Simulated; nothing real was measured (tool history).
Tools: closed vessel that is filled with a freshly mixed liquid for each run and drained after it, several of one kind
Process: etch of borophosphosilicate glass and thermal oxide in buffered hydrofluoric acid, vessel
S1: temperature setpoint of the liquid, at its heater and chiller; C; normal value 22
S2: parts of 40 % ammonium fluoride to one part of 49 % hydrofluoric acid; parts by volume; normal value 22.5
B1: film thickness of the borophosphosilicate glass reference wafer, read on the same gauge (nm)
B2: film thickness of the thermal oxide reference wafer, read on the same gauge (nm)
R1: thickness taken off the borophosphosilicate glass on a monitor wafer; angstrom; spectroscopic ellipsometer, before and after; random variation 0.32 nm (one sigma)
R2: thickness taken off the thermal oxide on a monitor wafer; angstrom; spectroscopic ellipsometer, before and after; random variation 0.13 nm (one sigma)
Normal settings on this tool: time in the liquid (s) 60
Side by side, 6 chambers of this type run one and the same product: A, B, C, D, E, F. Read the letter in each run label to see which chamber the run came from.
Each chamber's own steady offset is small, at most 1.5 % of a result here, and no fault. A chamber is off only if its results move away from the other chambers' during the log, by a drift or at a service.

{"run": "1F", "hour": 8.6, "S1": 22, "S2": 22.5, "time in the liquid (s)": 60, "B1": 149.97, "B2": 50.001, "R1": 330.18, "R2": 292.34}
{"run": "2C", "hour": 16.7, "S1": 22, "S2": 22.5, "time in the liquid (s)": 60, "B1": 150.02, "B2": 50.015, "R1": 336.45, "R2": 292.36}
{"run": "3A", "hour": 25.3, "S1": 22, "S2": 22.5, "time in the liquid (s)": 60, "B1": 149.99, "B2": 50.005, "R1": 331.69, "R2": 294}
{"run": "4B", "hour": 37.8, "S1": 22, "S2": 22.5, "time in the liquid (s)": 60, "B1": 150.01, "B2": 50.003, "R1": 331.54, "R2": 295.21}
{"hour": 46.2, "done": "chamber E: thermometer replaced"}
{"run": "5E", "hour": 50.1, "S1": 22, "S2": 22.5, "time in the liquid (s)": 60, "B1": 150, "B2": 49.998, "R1": 324.45, "R2": 291.73}
{"run": "6D", "hour": 57.9, "S1": 22, "S2": 22.5, "time in the liquid (s)": 35, "B1": 150.03, "B2": 50.004, "R1": 193.47, "R2": 168.59}
{"run": "7A", "hour": 63.9, "S1": 22, "S2": 22.5, "time in the liquid (s)": 35, "B1": 150, "B2": 50.016, "R1": 188.93, "R2": 172.57}
{"run": "8E", "hour": 72.3, "S1": 22, "S2": 22.5, "time in the liquid (s)": 35, "B1": 149.98, "B2": 50.004, "R1": 188.81, "R2": 172.41}
{"run": "9B", "hour": 79.9, "S1": 22, "S2": 22.5, "time in the liquid (s)": 35, "B1": 149.98, "B2": 49.993, "R1": 190.71, "R2": 172.74}
{"run": "10C", "hour": 90.8, "S1": 22, "S2": 22.5, "time in the liquid (s)": 35, "B1": 149.98, "B2": 50.018, "R1": 190.32, "R2": 170.83}
{"run": "11D", "hour": 103.9, "S1": 22, "S2": 22.5, "time in the liquid (s)": 35, "B1": 150.02, "B2": 50.013, "R1": 191.46, "R2": 167.38}
{"hour": 112.1, "done": "chamber F: hydrofluoric acid flow meter replaced"}
{"run": "12F", "hour": 113.2, "S1": 22, "S2": 22.5, "time in the liquid (s)": 60, "B1": 150, "B2": 50.003, "R1": 327.23, "R2": 291.75}
{"run": "13B", "hour": 121.7, "S1": 22, "S2": 22.5, "time in the liquid (s)": 60, "B1": 150, "B2": 50.007, "R1": 322.8, "R2": 295.35}
{"run": "14C", "hour": 128.6, "S1": 22, "S2": 22.5, "time in the liquid (s)": 60, "B1": 149.99, "B2": 49.995, "R1": 326.43, "R2": 293.3}
{"run": "15F", "hour": 138.0, "S1": 22, "S2": 22.5, "time in the liquid (s)": 60, "B1": 150.01, "B2": 49.996, "R1": 338.76, "R2": 290.1}
{"run": "16E", "hour": 151.6, "S1": 22, "S2": 22.5, "time in the liquid (s)": 60, "B1": 150.01, "B2": 49.981, "R1": 321.07, "R2": 295.02}
{"run": "17D", "hour": 160.4, "S1": 22, "S2": 22.5, "time in the liquid (s)": 60, "B1": 149.96, "B2": 50.006, "R1": 315.11, "R2": 286.99}
{"run": "18A", "hour": 168.8, "S1": 22, "S2": 22.5, "time in the liquid (s)": 60, "B1": 150.01, "B2": 50.013, "R1": 321.81, "R2": 294.92}
{"hour": 169.7, "done": "chamber E: hydrofluoric acid flow meter replaced"}
{"run": "19E", "hour": 179.8, "S1": 18.5, "S2": 22.5, "time in the liquid (s)": 60, "B1": 150, "B2": 50.008, "R1": 266.37, "R2": 242.41}
{"run": "20A", "hour": 192.8, "S1": 18.5, "S2": 22.5, "time in the liquid (s)": 60, "B1": 149.97, "B2": 49.988, "R1": 272.03, "R2": 243.14}
{"run": "21C", "hour": 204.3, "S1": 18.5, "S2": 22.5, "time in the liquid (s)": 60, "B1": 149.99, "B2": 50.028, "R1": 275.38, "R2": 239.58}
{"run": "22D", "hour": 211.7, "S1": 18.5, "S2": 22.5, "time in the liquid (s)": 60, "B1": 150.03, "B2": 49.997, "R1": 259.6, "R2": 233.18}
{"run": "23F", "hour": 217.7, "S1": 18.5, "S2": 22.5, "time in the liquid (s)": 60, "B1": 150, "B2": 50.028, "R1": 271.16, "R2": 239.77}
{"run": "24B", "hour": 224.1, "S1": 18.5, "S2": 22.5, "time in the liquid (s)": 60, "B1": 150.04, "B2": 50.017, "R1": 267.68, "R2": 241}
{"run": "25E", "hour": 234.7, "S1": 22, "S2": 22.5, "time in the liquid (s)": 60, "B1": 150.01, "B2": 50.01, "R1": 319.23, "R2": 296.07}
{"run": "26D", "hour": 241.2, "S1": 22, "S2": 22.5, "time in the liquid (s)": 60, "B1": 150, "B2": 49.983, "R1": 313.49, "R2": 280.31}
{"run": "27B", "hour": 251.9, "S1": 26, "S2": 22.5, "time in the liquid (s)": 60, "B1": 150, "B2": 49.991, "R1": 405.57, "R2": 365.69}
{"run": "28C", "hour": 260.0, "S1": 26, "S2": 22.5, "time in the liquid (s)": 60, "B1": 150.01, "B2": 49.977, "R1": 408.27, "R2": 367.66}
{"run": "29A", "hour": 268.5, "S1": 26, "S2": 22.5, "time in the liquid (s)": 60, "B1": 150.03, "B2": 50.006, "R1": 402.51, "R2": 366.91}
{"run": "30F", "hour": 278.1, "S1": 26, "S2": 22.5, "time in the liquid (s)": 60, "B1": 150.03, "B2": 50.01, "R1": 412.66, "R2": 363.56}
{"run": "31A", "hour": 287.7, "S1": 26, "S2": 22.5, "time in the liquid (s)": 60, "B1": 150.04, "B2": 50.006, "R1": 395.04, "R2": 368.89}
{"run": "32B", "hour": 293.6, "S1": 26, "S2": 22.5, "time in the liquid (s)": 60, "B1": 150, "B2": 50.014, "R1": 410.05, "R2": 369.85}
{"run": "33E", "hour": 306.8, "S1": 19.5, "S2": 22.5, "time in the liquid (s)": 30, "B1": 149.99, "B2": 49.992, "R1": 144.74, "R2": 128.33}
{"hour": 311.9, "done": "chamber D: thermometer replaced"}
{"run": "34F", "hour": 318.6, "S1": 19.5, "S2": 22.5, "time in the liquid (s)": 30, "B1": 150.01, "B2": 49.988, "R1": 145.46, "R2": 127.6}
{"run": "35C", "hour": 326.6, "S1": 19.5, "S2": 22.5, "time in the liquid (s)": 30, "B1": 150.02, "B2": 50.017, "R1": 144.94, "R2": 125.96}
{"run": "36D", "hour": 334.3, "S1": 19.5, "S2": 22.5, "time in the liquid (s)": 30, "B1": 149.99, "B2": 49.997, "R1": 132.57, "R2": 120.79}
{"run": "37D", "hour": 344.1, "S1": 19.5, "S2": 22.5, "time in the liquid (s)": 30, "B1": 150.04, "B2": 50.007, "R1": 133.15, "R2": 118.47}

For the next run the whole fleet of 6 chambers uses the same settings. Give each chamber's results:
{"run": "38A", "hour": 353.9, "S1": 22, "S2": 22.5, "time in the liquid (s)": 60, "R1": "?", "R2": "?"}
{"run": "38B", "hour": 353.9, "S1": 22, "S2": 22.5, "time in the liquid (s)": 60, "R1": "?", "R2": "?"}
{"run": "38C", "hour": 353.9, "S1": 22, "S2": 22.5, "time in the liquid (s)": 60, "R1": "?", "R2": "?"}
{"run": "38D", "hour": 353.9, "S1": 22, "S2": 22.5, "time in the liquid (s)": 60, "R1": "?", "R2": "?"}
{"run": "38E", "hour": 353.9, "S1": 22, "S2": 22.5, "time in the liquid (s)": 60, "R1": "?", "R2": "?"}
{"run": "38F", "hour": 353.9, "S1": 22, "S2": 22.5, "time in the liquid (s)": 60, "R1": "?", "R2": "?"}

run=38A R1=321.92 R2=294.81
run=38B R1=329.09 R2=293.82
run=38C R1=330.83 R2=292.76
run=38D R1=311.11 R2=271.82
run=38E R1=320.73 R2=294.77
run=38F R1=334.97 R2=289.74
